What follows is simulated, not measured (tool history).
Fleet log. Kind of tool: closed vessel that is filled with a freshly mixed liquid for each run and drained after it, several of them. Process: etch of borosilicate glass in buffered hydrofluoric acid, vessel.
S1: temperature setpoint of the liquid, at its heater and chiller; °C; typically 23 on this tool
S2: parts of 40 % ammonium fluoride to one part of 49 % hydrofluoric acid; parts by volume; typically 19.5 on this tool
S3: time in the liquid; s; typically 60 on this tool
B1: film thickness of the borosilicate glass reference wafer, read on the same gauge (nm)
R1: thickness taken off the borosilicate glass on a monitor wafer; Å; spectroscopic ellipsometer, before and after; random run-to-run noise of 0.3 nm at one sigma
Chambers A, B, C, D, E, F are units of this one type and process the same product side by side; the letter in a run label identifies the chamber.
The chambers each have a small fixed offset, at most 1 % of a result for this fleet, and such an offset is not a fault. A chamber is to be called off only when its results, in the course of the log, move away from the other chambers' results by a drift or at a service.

run   hour  S1    S2  S3      B1      R1
 1F    2.2  23  19.5  60  139.98  360.19
 2C    5.6  23  19.5  60  140.01  370.09
 3B    8.0  23  19.5  60  140.01  372.45
 4A   12.0  23  19.5  60  140.01  363.49
 5E   14.5  23  19.5  60  140.00  375.92
 6D   18.7  23  19.5  60  140.01  369.88
 7F   22.2  23  19.5  60  140.00  367.15
 8B   25.7  23  19.5  60  140.01  371.56
 9E   28.1  23  23.5  35  139.99  186.99
10D   31.6  23  23.5  35  140.00  188.45
11A   36.2  23  23.5  35  139.99  187.83
12C   39.6  23  23.5  35  140.00  187.98
13C   42.1  23  23.5  35  139.97  187.42
14D   46.9  23  23.5  35  140.01  192.70
15F   51.5  23  19.5  60  140.03  370.46
16E   55.6  23  19.5  60  140.01  373.51
17B   60.4  23  12.5  60  140.06  569.80
18A   63.2  23  12.5  60  140.01  566.82
19E   66.9  23  12.5  60  140.03  576.68
20C   69.9  23  12.5  60  140.05  566.39
21A   72.5  23  12.5  60  140.02  565.48
22D   77.3  23  12.5  60  139.98  611.60
23F   79.5  23  19.5  60  140.01  363.60
24B   83.5  23  19.5  60  139.98  369.97
25A   85.6  23  19.5  60  139.98  366.27
26F   88.7  23  19.5  60  139.97  362.21
27B   91.2  23  19.5  60  139.99  369.23
28D   94.1  23  19.5  60  139.99  387.32
29C   97.9  23  19.5  50  140.04  307.12
30E  101.0  23  19.5  50  140.00  310.48
31B  104.1  23  19.5  50  140.02  311.75
32C  107.7  23  19.5  50  139.99  304.89
33E  112.3  23  19.5  50  140.00  308.48
     113.9  -- chamber E: thermometer replaced
34D  115.6  23  19.5  50  140.00  337.65
35A  120.2  23  19.5  60  139.94  366.16
     123.3  -- chamber E: hydrofluoric acid flow meter replaced
36F  123.4  23  19.5  60  140.00  367.11
37A  127.8  23  19.5  60  139.99  369.44
38F  131.2  23  19.5  60  140.04  365.45
39C  134.1  23  19.5  60  140.02  362.27
40E  138.2  23  19.5  60  139.97  371.44

Decide between three cases: one chamber stands off from its peers, the gauge reading all wafers drifts, or nothing is wrong past each chamber's small offset. Where a chamber is off, say which and what most likely put it there.

Little by little, chamber D moves away from the other chambers.
Cause: hydrofluoric acid flow above the setpoint (%) = 11.5.
The log may not tell that from: liquid hotter than its thermometer reads (K).

Chamber D could run next with any of the 4 candidate recipes listed below; each alters the usual settings, and their results appear as question marks. Which one brings its results back in line with what the other chambers deliver on the usual settings?
Maximum distance from the other chambers' mean on the usual settings for a result to count as in line: R1 11.00 Å
41D-1  141.7  22.5  20.0  60       ?
41D-2  141.7  23.0  18.5  60       ?
41D-3  141.7  23.0  19.0  65       ?
41D-4  141.7  22.5  21.0  60       ?

Mean of the other chambers on the usual settings: R1 367.35 Å
  run      R1
41D-1  388.61
41D-2  431.65
41D-3  455.24
41D-4  370.00
It is 41D-4 that realigns the chamber with its peers.

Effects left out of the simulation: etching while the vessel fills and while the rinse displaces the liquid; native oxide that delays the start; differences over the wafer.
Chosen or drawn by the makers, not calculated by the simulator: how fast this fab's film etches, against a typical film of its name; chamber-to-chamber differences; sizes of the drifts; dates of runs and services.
